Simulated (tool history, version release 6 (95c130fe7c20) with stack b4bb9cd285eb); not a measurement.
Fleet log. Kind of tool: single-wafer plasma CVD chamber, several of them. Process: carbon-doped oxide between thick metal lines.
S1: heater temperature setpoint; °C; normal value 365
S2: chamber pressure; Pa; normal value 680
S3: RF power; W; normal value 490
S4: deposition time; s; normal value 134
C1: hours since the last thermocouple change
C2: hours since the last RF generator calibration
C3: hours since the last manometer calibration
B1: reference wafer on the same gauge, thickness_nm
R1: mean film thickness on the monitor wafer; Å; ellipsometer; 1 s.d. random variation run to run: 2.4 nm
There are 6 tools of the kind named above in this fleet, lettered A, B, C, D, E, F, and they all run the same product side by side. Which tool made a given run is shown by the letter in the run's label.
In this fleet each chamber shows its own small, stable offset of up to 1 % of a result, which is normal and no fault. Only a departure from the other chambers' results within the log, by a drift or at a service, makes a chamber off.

| run | day | S1 | S2 | S3 | S4 | C1 | C2 | C3 | B1 | R1 |
|---|---|---|---|---|---|---|---|---|---|---|
|  | 0.371 | chamber B: capacitance manometer re-zeroed and calibrated |
| 1D | 0.471 | 365 | 680 | 490 | 134 | 629.4 | 1409.7 | 1287.7 | 576.57 | 6479.3 |
|  | 0.754 | chamber E: RF generator calibrated |
| 2F | 0.808 | 365 | 680 | 490 | 134 | 1919.6 | 449.4 | 1791 | 576.71 | 6408.5 |
| 3B | 1.142 | 365 | 680 | 490 | 134 | 1322.1 | 2068.8 | 18.5 | 577.39 | 6467.6 |
|  | 1.329 | chamber D: RF generator calibrated |
| 4A | 1.462 | 365 | 680 | 490 | 134 | 470.3 | 943 | 82.7 | 577.35 | 6524.7 |
| 5C | 1.754 | 365 | 680 | 490 | 134 | 1453.7 | 389.6 | 1153.9 | 577.06 | 6407 |
| 6E | 2.304 | 365 | 680 | 490 | 134 | 838 | 37.2 | 541.3 | 577.33 | 6495 |
| 7D | 2.862 | 365 | 680 | 490 | 134 | 686.8 | 36.8 | 1345.1 | 576.96 | 6492.5 |
| 8A | 3.379 | 365 | 680 | 490 | 134 | 516.3 | 989 | 128.7 | 576.91 | 6545.6 |
| 9F | 3.796 | 365 | 680 | 490 | 134 | 1991.3 | 521.1 | 1862.7 | 576.98 | 6426.3 |
| 10B | 4.062 | 365 | 680 | 490 | 134 | 1392.2 | 2138.9 | 88.6 | 577.24 | 6430.4 |
| 11C | 4.367 | 365 | 680 | 490 | 134 | 1516.4 | 452.3 | 1216.6 | 577.11 | 6439.7 |
| 12E | 4.862 | 365 | 680 | 490 | 134 | 899.4 | 98.6 | 602.7 | 576.69 | 6446.8 |
| 13A | 5.229 | 365 | 564 | 490 | 134 | 560.7 | 1033.4 | 173.1 | 577.09 | 6317.5 |
| 14E | 5.654 | 365 | 564 | 490 | 134 | 918.4 | 117.6 | 621.7 | 577.94 | 6237.7 |
| 15B | 6.008 | 365 | 564 | 490 | 134 | 1438.9 | 2185.6 | 135.3 | 576.86 | 6233.9 |
| 16C | 6.358 | 365 | 564 | 490 | 134 | 1564.2 | 500.1 | 1264.4 | 577.6 | 6241.8 |
| 17D | 6.658 | 365 | 564 | 490 | 134 | 777.9 | 127.9 | 1436.2 | 576.76 | 6281.3 |
| 18F | 7.075 | 365 | 564 | 490 | 134 | 2070 | 599.8 | 1941.4 | 576.43 | 6269.4 |
| 19F | 7.579 | 365 | 680 | 490 | 134 | 2082.1 | 611.9 | 1953.5 | 577.06 | 6392.2 |
| 20D | 8.104 | 365 | 680 | 490 | 134 | 812.6 | 162.6 | 1470.9 | 577.1 | 6412.9 |
| 21A | 8.388 | 365 | 680 | 490 | 134 | 636.5 | 1109.2 | 248.9 | 576.51 | 6540.2 |
|  | 8.675 | chamber B: RF generator calibrated |
| 22B | 8.796 | 365 | 680 | 490 | 134 | 1505.8 | 2.9 | 202.2 | 577.22 | 6439.3 |
| 23E | 9.242 | 365 | 680 | 490 | 134 | 1004.5 | 203.7 | 707.8 | 577.29 | 6410.7 |
| 24C | 9.633 | 365 | 680 | 490 | 134 | 1642.8 | 578.7 | 1343 | 576.52 | 6389.7 |
| 25F | 9.938 | 365 | 680 | 490 | 134 | 2138.7 | 668.5 | 2010.1 | 576.79 | 6345.2 |
| 26C | 10.308 | 357 | 680 | 490 | 108 | 1659 | 594.9 | 1359.2 | 577.42 | 5283.8 |
| 27B | 10.75 | 357 | 680 | 490 | 108 | 1552.7 | 49.8 | 249.1 | 576.4 | 5315.3 |
| 28E | 11.258 | 357 | 680 | 490 | 108 | 1052.9 | 252.1 | 756.2 | 576.99 | 5288.8 |
| 29D | 11.517 | 357 | 680 | 490 | 108 | 894.5 | 244.5 | 1552.8 | 577.07 | 5338.1 |
| 30A | 12.062 | 357 | 680 | 490 | 108 | 724.7 | 1197.4 | 337.1 | 576.8 | 5377.9 |
|  | 12.329 | chamber F: thermocouple changed; heater temperature recalibrated |
| 31A | 12.438 | 357 | 680 | 490 | 108 | 733.7 | 1206.4 | 346.1 | 576.6 | 5353.4 |
| 32E | 12.817 | 365 | 680 | 490 | 134 | 1090.3 | 289.5 | 793.6 | 576.71 | 6465 |
|  | 12.829 | chamber A: RF generator calibrated |
| 33C | 13.358 | 365 | 680 | 490 | 134 | 1732.2 | 668.1 | 1432.4 | 576.84 | 6415.1 |
| 34F | 13.908 | 365 | 680 | 490 | 134 | 37.9 | 763.8 | 2105.4 | 577.42 | 6284.8 |
| 35D | 14.371 | 365 | 680 | 490 | 134 | 963 | 313 | 1621.3 | 577.31 | 6428.9 |
| 36B | 14.867 | 365 | 680 | 490 | 134 | 1651.5 | 148.6 | 347.9 | 576.6 | 6479.6 |
| 37E | 15.325 | 365 | 680 | 490 | 148 | 1150.5 | 349.7 | 853.8 | 576.87 | 7113.1 |
| 38A | 15.862 | 365 | 680 | 490 | 148 | 815.9 | 72.8 | 428.3 | 576.92 | 7229.7 |
| 39B | 16.412 | 365 | 680 | 490 | 148 | 1688.6 | 185.7 | 385 | 577.15 | 7126.8 |
| 40F | 16.829 | 365 | 680 | 490 | 148 | 108 | 833.9 | 2175.5 | 576.82 | 6886.3 |

Has any chamber moved away from the others, gradually or after a service, or does the common gauge drift, or do the chambers differ only by their own small steady offsets? State the chamber and the most likely cause if one applies.

Chamber F drifts away from the others.
Most likely cause: delivered RF power below the setpoint (%) = 5.26.

Below are 4 candidate recipes for chamber F's next run, each the usual settings with a change, their results shown as question marks. Which of them brings F's results back in line with what the other chambers give on the usual settings?
Allowed miss from the other chambers' usual-settings mean, per result, to count as in line: R1 84 Å
| 41F-1 | 17.229 | 350 | 680 | 490 | 134 |  |  |  |  | ? |
| 41F-2 | 17.229 | 380 | 680 | 490 | 134 |  |  |  |  | ? |
| 41F-3 | 17.229 | 365 | 681 | 490 | 135 |  |  |  |  | ? |
| 41F-4 | 17.229 | 365 | 680 | 490 | 133 |  |  |  |  | ? |

The mean the other chambers reach with the usual settings: R1 6456.3 Å
| run | R1 |
|---|---|
| 41F-1 | 6475 |
| 41F-2 | 6060.9 |
| 41F-3 | 6298.3 |
| 41F-4 | 6203.5 |
Change 41F-1 lands the chamber within the allowed miss of the other chambers.

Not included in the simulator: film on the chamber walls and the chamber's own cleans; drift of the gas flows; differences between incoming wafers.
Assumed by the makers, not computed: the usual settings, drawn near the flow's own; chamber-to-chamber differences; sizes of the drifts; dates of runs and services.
